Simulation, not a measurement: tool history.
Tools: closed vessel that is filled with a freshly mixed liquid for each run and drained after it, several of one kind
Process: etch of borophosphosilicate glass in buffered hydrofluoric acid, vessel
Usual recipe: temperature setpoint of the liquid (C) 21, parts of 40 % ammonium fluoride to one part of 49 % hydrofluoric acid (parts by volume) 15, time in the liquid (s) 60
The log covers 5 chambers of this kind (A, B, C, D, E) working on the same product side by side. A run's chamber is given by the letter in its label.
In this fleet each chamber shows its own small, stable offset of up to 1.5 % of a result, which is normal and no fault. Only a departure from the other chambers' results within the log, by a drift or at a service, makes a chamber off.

run	hour	temperature setpoint of the liquid (C)	parts of 40 % ammonium fluoride to one part of 49 % hydrofluoric acid (parts by volume)	time in the liquid (s)	read-back film thickness of the borophosphosilicate glass reference wafer, read on the same gauge (nm)	thickness taken off the borophosphosilicate glass on a monitor wafer (angstrom)
1C	5.5	21	15	60	70.018	1184.60
2D	12.3	21	15	60	69.988	1195.90
3E	19.1	21	15	60	69.995	1192.60
4B	23.8	21	15	60	69.965	1185.20
5A	31.3	21	15	40	70.018	799.92
6A	38.1	21	15	40	69.993	809.79
7E	44.1	21	15	40	70.024	789.45
8B	48.3	21	15	40	69.998	791.21
9C	53.1	21	15	40	70.037	785.57
10D	59.0	25	15	60	69.954	1479.40
11D	65.7	25	15	60	69.985	1461.60
12E	69.0	25	15	60	69.982	1490.50
13A	74.9	25	15	60	70.005	1477.20
14B	82.1	25	15	60	69.991	1474.60
15C	86.0	21	15	60	70.008	1160.20
16A	89.9	21	15	60	69.991	1185.10
17E	94.0	21	15	60	70.029	1202.10
18C	101.3	21	15	60	70.010	1170.70
19D	104.6	21	13	60	70.005	1381.80
20B	109.8	21	13	60	69.990	1388.40
21B	115.8	21	13	60	69.995	1360.90
22D	121.6	21	13	60	69.967	1388.40
23A	125.9	21	13	60	70.000	1376.00
24C	129.8	21	15	60	69.984	1193.60
25E	133.0	21	15	60	69.977	1178.70
26D	140.3	21	15	60	70.025	1169.60
27A	146.0	21	15	60	70.029	1218.70
28E	153.2	21	15	60	70.028	1181.00
29B	160.6	21	15	60	69.982	1204.80
30C	166.8	21	15	60	70.009	1186.40
# hour 168.3: chamber C: hydrofluoric acid flow meter replaced
31D	171.3	21	15	60	70.022	1202.60
32E	176.2	21	15	60	70.001	1189.70
33B	182.2	21	15	60	70.045	1202.40
34C	186.5	21	15	60	70.001	1159.80
35A	190.2	21	15	60	69.982	1207.70
36D	196.9	21	15	60	69.991	1206.70

Is one chamber off against the others, does the gauge drift, or is nothing wrong? If a chamber is off, say which, and what the likeliest cause is.

Beyond each chamber's small constant offset nothing stands out, and the gauge stays steady.
